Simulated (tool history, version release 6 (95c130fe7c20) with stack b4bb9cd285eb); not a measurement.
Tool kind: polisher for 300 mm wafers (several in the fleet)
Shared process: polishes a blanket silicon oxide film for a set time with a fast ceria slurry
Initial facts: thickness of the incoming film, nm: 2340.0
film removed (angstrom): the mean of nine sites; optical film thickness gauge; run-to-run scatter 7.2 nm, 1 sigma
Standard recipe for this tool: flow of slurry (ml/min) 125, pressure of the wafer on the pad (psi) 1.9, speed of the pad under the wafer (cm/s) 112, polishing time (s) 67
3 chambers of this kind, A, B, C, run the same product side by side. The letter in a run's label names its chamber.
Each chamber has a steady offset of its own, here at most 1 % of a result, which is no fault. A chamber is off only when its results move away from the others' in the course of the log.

run,hour,flow of slurry (ml/min),pressure of the wafer on the pad (psi),speed of the pad under the wafer (cm/s),polishing time (s),wafers polished on this pad,hours since the slurry nozzle was cleaned,hours since the head pressure was calibrated,film removed (angstrom)
1C,4.8,125,1.9,112,67,1488,404,411,6933.6
2B,7.9,125,1.9,112,67,846,519.3,245.9,6959.7
3A,12.4,125,1.9,112,67,547,63.1,413.9,6887.4
# hour 12.5: chamber C: worn pad replaced by a new one
4B,15.5,125,1.9,112,67,911,526.9,253.5,6988
5A,19.2,125,1.9,112,67,606,69.9,420.7,7051.9
6C,23.2,125,1.9,112,67,92,422.4,429.4,7027
7B,25.7,125,1.9,112,67,999,537.1,263.7,6989.6
8C,29.2,125,1.9,112,67,144,428.4,435.4,7015
9A,33.7,125,1.9,112,67,731,84.4,435.2,6976.3
10B,36.8,125,1.9,112,67,1095,548.2,274.8,7009
# hour 39.9: chamber A: head pressure recalibrated
11C,40.6,125,1.2,112,67,242,439.8,446.8,4345.1
12A,43.5,125,1.2,112,67,816,94.2,3.6,4333.4
# hour 43.8: chamber A: worn pad replaced by a new one
13B,48.4,125,1.2,112,67,1195,559.8,286.4,4414.6
14C,51,125,1.9,112,67,332,450.2,457.2,6902.9
15A,53.7,125,1.9,112,86,85,104.4,13.8,9031.4
16B,56.6,125,1.9,112,86,1266,568,294.6,8857.9
17C,61.5,125,1.9,112,86,423,460.7,467.7,8957.1
18A,66.2,125,1.9,112,67,193,116.9,26.3,6837.5
19B,68.9,125,1.9,112,67,1372,580.3,306.9,6782.5
20C,72,125,1.4,112,67,513,471.2,478.2,5106.1
21A,74.6,125,1.4,112,67,266,125.3,34.7,5082.5
22C,79.1,125,1.4,112,67,575,478.3,485.3,5094.9
23B,84.5,125,1.9,112,67,1507,595.9,322.5,6967.8
24A,89.5,125,1.9,112,67,395,140.2,49.6,6928.2
# hour 92.6: chamber B: worn pad replaced by a new one
25B,94.3,125,1.9,112,67,14,605.7,332.3,6958.1
26A,99.3,125,1.9,112,67,479,150,59.4,6967.7
27C,104,125,1.9,112,67,790,503.2,510.2,6944.9

Each of the 3 chambers runs these same settings next. Fill in every chamber's results:
28A,107.9,125,1.9,112,67,,,,?
28B,107.9,125,1.9,112,67,,,,?
28C,107.9,125,1.9,112,67,,,,?

run,film removed (angstrom)
28A,6953.3
28B,6934.1
28C,7028.2
